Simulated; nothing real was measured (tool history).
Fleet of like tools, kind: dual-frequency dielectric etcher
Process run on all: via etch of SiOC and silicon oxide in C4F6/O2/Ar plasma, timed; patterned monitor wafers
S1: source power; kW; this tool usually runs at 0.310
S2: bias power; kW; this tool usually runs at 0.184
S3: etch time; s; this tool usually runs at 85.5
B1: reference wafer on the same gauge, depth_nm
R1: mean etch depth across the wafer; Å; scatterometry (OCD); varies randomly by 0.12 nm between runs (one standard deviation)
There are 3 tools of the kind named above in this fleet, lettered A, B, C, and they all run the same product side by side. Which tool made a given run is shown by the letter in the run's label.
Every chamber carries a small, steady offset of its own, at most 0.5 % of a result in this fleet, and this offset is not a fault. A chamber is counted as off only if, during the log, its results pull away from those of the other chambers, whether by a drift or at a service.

| run | hour | S1 | S2 | S3 | B1 | R1 |
|---|---|---|---|---|---|---|
| 1A | 12.6 | 0.310 | 0.184 | 85.5 | 96.292 | 875.50 |
|  | 13.7 | chamber A: wet clean of the chamber |
| 2B | 22.7 | 0.310 | 0.184 | 85.5 | 96.301 | 880.47 |
| 3C | 32.9 | 0.310 | 0.184 | 85.5 | 96.270 | 877.40 |
| 4A | 41.5 | 0.310 | 0.184 | 85.5 | 96.247 | 877.11 |
| 5C | 49.1 | 0.310 | 0.184 | 85.5 | 96.251 | 875.25 |
| 6B | 58.8 | 0.310 | 0.184 | 85.5 | 96.229 | 879.20 |
| 7A | 68.6 | 0.310 | 0.184 | 85.5 | 96.211 | 874.91 |
| 8B | 82.3 | 0.310 | 0.184 | 85.5 | 96.171 | 877.79 |
| 9C | 95.7 | 0.310 | 0.184 | 85.5 | 96.178 | 875.92 |
| 10A | 104.4 | 0.310 | 0.184 | 85.5 | 96.185 | 874.40 |
| 11B | 118.3 | 0.310 | 0.216 | 102.5 | 96.148 | 1111.70 |
| 12C | 127.9 | 0.310 | 0.216 | 102.5 | 96.136 | 1108.60 |
| 13A | 140.5 | 0.310 | 0.216 | 102.5 | 96.143 | 1108.80 |
| 14B | 153.2 | 0.310 | 0.184 | 85.5 | 96.122 | 877.65 |
| 15C | 165.9 | 0.310 | 0.184 | 105.0 | 96.111 | 1076.00 |
| 16C | 176.4 | 0.310 | 0.184 | 105.0 | 96.088 | 1073.00 |
| 17B | 185.8 | 0.310 | 0.184 | 105.0 | 96.087 | 1079.00 |
| 18A | 194.7 | 0.310 | 0.184 | 85.5 | 96.078 | 876.85 |
| 19B | 207.8 | 0.350 | 0.148 | 85.5 | 96.031 | 856.28 |
| 20C | 220.8 | 0.350 | 0.148 | 85.5 | 96.058 | 854.85 |
| 21A | 234.4 | 0.350 | 0.148 | 85.5 | 96.036 | 854.10 |
| 22A | 244.1 | 0.310 | 0.184 | 85.5 | 95.984 | 876.38 |
| 23B | 254.1 | 0.310 | 0.184 | 85.5 | 96.001 | 876.85 |
| 24C | 262.5 | 0.310 | 0.184 | 85.5 | 95.990 | 876.66 |
| 25A | 275.8 | 0.310 | 0.184 | 85.5 | 95.974 | 873.19 |
| 26B | 283.1 | 0.310 | 0.184 | 85.5 | 95.973 | 874.63 |
| 27C | 295.8 | 0.310 | 0.184 | 85.5 | 95.967 | 874.64 |
| 28C | 304.0 | 0.310 | 0.184 | 85.5 | 95.968 | 874.62 |
| 29A | 312.1 | 0.310 | 0.184 | 85.5 | 95.943 | 872.36 |
| 30B | 322.5 | 0.310 | 0.184 | 85.5 | 95.911 | 876.04 |
| 31C | 332.5 | 0.310 | 0.184 | 85.5 | 95.908 | 874.86 |
| 32B | 341.2 | 0.310 | 0.184 | 85.5 | 95.872 | 876.82 |
| 33A | 350.7 | 0.310 | 0.184 | 85.5 | 95.887 | 873.31 |
|  | 352.1 | chamber A: wet clean of the chamber |
| 34A | 362.0 | 0.310 | 0.184 | 85.5 | 95.884 | 874.32 |
| 35B | 375.7 | 0.310 | 0.184 | 85.5 | 95.847 | 874.45 |
| 36C | 388.4 | 0.310 | 0.184 | 85.5 | 95.840 | 872.28 |
|  | 389.3 | chamber B: wet clean of the chamber |
|  | 402.8 | chamber B: source power generator calibrated |
| 37A | 403.5 | 0.310 | 0.184 | 85.5 | 95.824 | 873.38 |
| 38B | 417.2 | 0.310 | 0.184 | 85.5 | 95.819 | 874.65 |
| 39C | 427.9 | 0.310 | 0.184 | 85.5 | 95.772 | 874.84 |

For the next run the whole fleet of 3 chambers uses the same settings. Give each chamber's results:
| 40A | 438.7 | 0.310 | 0.184 | 85.5 |  | ? |
| 40B | 438.7 | 0.310 | 0.184 | 85.5 |  | ? |
| 40C | 438.7 | 0.310 | 0.184 | 85.5 |  | ? |

| run | R1 |
|---|---|
| 40A | 870.95 |
| 40B | 875.35 |
| 40C | 874.84 |
